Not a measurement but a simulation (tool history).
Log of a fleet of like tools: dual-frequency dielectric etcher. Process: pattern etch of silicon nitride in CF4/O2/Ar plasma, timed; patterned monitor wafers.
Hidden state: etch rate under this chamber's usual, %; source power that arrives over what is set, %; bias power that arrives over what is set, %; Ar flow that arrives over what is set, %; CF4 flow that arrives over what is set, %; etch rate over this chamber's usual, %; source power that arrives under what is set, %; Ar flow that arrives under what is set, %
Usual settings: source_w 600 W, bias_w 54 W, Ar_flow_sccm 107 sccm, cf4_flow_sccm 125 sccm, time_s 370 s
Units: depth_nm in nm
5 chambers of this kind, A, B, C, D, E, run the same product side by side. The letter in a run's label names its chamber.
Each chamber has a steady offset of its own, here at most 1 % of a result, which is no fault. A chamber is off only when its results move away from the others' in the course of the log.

run   hour  source_w  bias_w  Ar_flow_sccm  cf4_flow_sccm  time_s  hours since the last wet clean  hours since the last source power generator calibration  hours since the last bias power generator calibration  hours since the last Ar flow controller change  hours since the last CF4 flow controller change  read-back reference wafer on the same gauge, depth_nm  depth_nm
 1D   12.8       600      54           107            125     370                           103.9                                                   1077.4                                                 3659.4                                          1239.3                                             61.9                                                 723.33    869.45
 2C   22.2       600      54           107            125     370                            89.1                                                   1150.3                                                 1618.6                                          2741.8                                           1331.7                                                 723.65    859.60
 3A   32.4       600      54           107            125     370                            95.3                                                   1128.3                                                 3000.1                                          2156.0                                           2193.9                                                 722.48    871.67
 4B   45.7       600      54           107            125     370                           327.7                                                   2828.0                                                 2176.1                                          2895.3                                           1666.3                                                 722.83    864.03
 5E   52.9       600      54           107            125     370                           342.7                                                   2181.0                                                 1849.4                                          2792.5                                            347.2                                                 723.24    854.54
 6C   65.4       600      54           107            125     370                           132.3                                                   1193.5                                                 1661.8                                          2785.0                                           1374.9                                                 722.11    855.09
 7E   73.1       600      54           107            125     370                           362.9                                                   2201.2                                                 1869.6                                          2812.7                                            367.4                                                 723.45    859.25
 8A   84.4       600      54           107            107     370                           147.3                                                   1180.3                                                 3052.1                                          2208.0                                           2245.9                                                 722.04    859.62
 9D   96.2       600      54           107            107     370                           187.3                                                   1160.8                                                 3742.8                                          1322.7                                            145.3                                                 722.57    856.08
10B  108.9       600      54           107            107     370                           390.9                                                   2891.2                                                 2239.3                                          2958.5                                           1729.5                                                 722.46    845.52
     118.3  -- chamber B: wet clean of the chamber
11B  119.6       600      54           107            107     370                             1.3                                                   2901.9                                                 2250.0                                          2969.2                                           1740.2                                                 722.92    844.69
12C  126.9       600      54           107            107     370                           193.8                                                   1255.0                                                 1723.3                                          2846.5                                           1436.4                                                 723.23    844.70
13A  135.1       600      54           107            125     370                           198.0                                                   1231.0                                                 3102.8                                          2258.7                                           2296.6                                                 723.68    862.01
14E  143.4       520      54           107            125     283                           433.2                                                   2271.5                                                 1939.9                                          2883.0                                            437.7                                                 723.03    574.53
15D  156.0       520      54           107            125     283                           247.1                                                   1220.6                                                 3802.6                                          1382.5                                            205.1                                                 723.65    591.54
16D  162.9       520      54           107            125     283                           254.0                                                   1227.5                                                 3809.5                                          1389.4                                            212.0                                                 723.14    586.41
17B  173.9       520      54           107            125     283                            55.6                                                   2956.2                                                 2304.3                                          3023.5                                           1794.5                                                 723.47    583.77
18E  182.4       520      54           107            125     283                           472.2                                                   2310.5                                                 1978.9                                          2922.0                                            476.7                                                 722.65    578.39
19A  192.5       660      54            92            125     370                           255.4                                                   1288.4                                                 3160.2                                          2316.1                                           2354.0                                                 722.91    948.79
20C  199.4       660      54            92            125     370                           266.3                                                   1327.5                                                 1795.8                                          2919.0                                           1508.9                                                 722.40    954.72
21D  209.0       660      54            92            125     370                           300.1                                                   1273.6                                                 3855.6                                          1435.5                                            258.1                                                 723.14    958.17
22B  222.3       660      54            92            125     370                           104.0                                                   3004.6                                                 2352.7                                          3071.9                                           1842.9                                                 722.86    939.97
23C  230.5       660      54            92            125     370                           297.4                                                   1358.6                                                 1826.9                                          2950.1                                           1540.0                                                 723.11    945.09
     243.5  -- chamber E: wet clean of the chamber
24E  244.0       600      54           107            125     370                             0.6                                                   2372.1                                                 2040.5                                          2983.6                                            538.3                                                 722.64    853.01
25A  255.1       600      54            93            125     370                           318.0                                                   1351.0                                                 3222.8                                          2378.7                                           2416.6                                                 722.65    860.36
26E  264.0       600      54            93            125     370                            20.6                                                   2392.1                                                 2060.5                                          3003.6                                            558.3                                                 722.65    870.97
27C  277.4       600      54            93            125     370                           344.3                                                   1405.5                                                 1873.8                                          2997.0                                           1586.9                                                 723.18    873.74
28A  289.7       600      54            93            125     370                           352.6                                                   1385.6                                                 3257.4                                          2413.3                                           2451.2                                                 723.23    844.14
29B  299.8       600      54            93            125     370                           181.5                                                   3082.1                                                 2430.2                                          3149.4                                           1920.4                                                 723.59    873.04
30D  310.0       600      54           107            125     370                           401.1                                                   1374.6                                                 3956.6                                          1536.5                                            359.1                                                 723.43    874.82

Is one chamber off against the others, does the gauge drift, or is nothing wrong? If a chamber is off, say which, and what the likeliest cause is.

Chamber A drifts away from the others.
Cause: etch rate under this chamber's usual, % = 4.96.
The log may not tell that from: source power that arrives under what is set, %.

Here are 4 candidates for chamber A's next run, each the usual settings with a change, their results left as question marks. Which one brings its results back in line with what the others give on the usual settings?
In line means no further than this from the other chambers' mean on the usual settings: depth_nm 15.00 nm
31A-1  319.7       630      54           107            126   370.0                                                                                                                                                                                                                                                                                                                 ?
31A-2  319.7       590      54           107            125   370.0                                                                                                                                                                                                                                                                                                                 ?
31A-3  319.7       610      54           107            125   370.0                                                                                                                                                                                                                                                                                                                 ?
31A-4  319.7       590      54           107            125   360.5                                                                                                                                                                                                                                                                                                                 ?

The other chambers' mean on the usual settings: depth_nm 861.56 nm
  run  depth_nm
31A-1    861.48
31A-2    812.39
31A-3    836.59
31A-4    791.53
31A-1 brings the chamber back in line.

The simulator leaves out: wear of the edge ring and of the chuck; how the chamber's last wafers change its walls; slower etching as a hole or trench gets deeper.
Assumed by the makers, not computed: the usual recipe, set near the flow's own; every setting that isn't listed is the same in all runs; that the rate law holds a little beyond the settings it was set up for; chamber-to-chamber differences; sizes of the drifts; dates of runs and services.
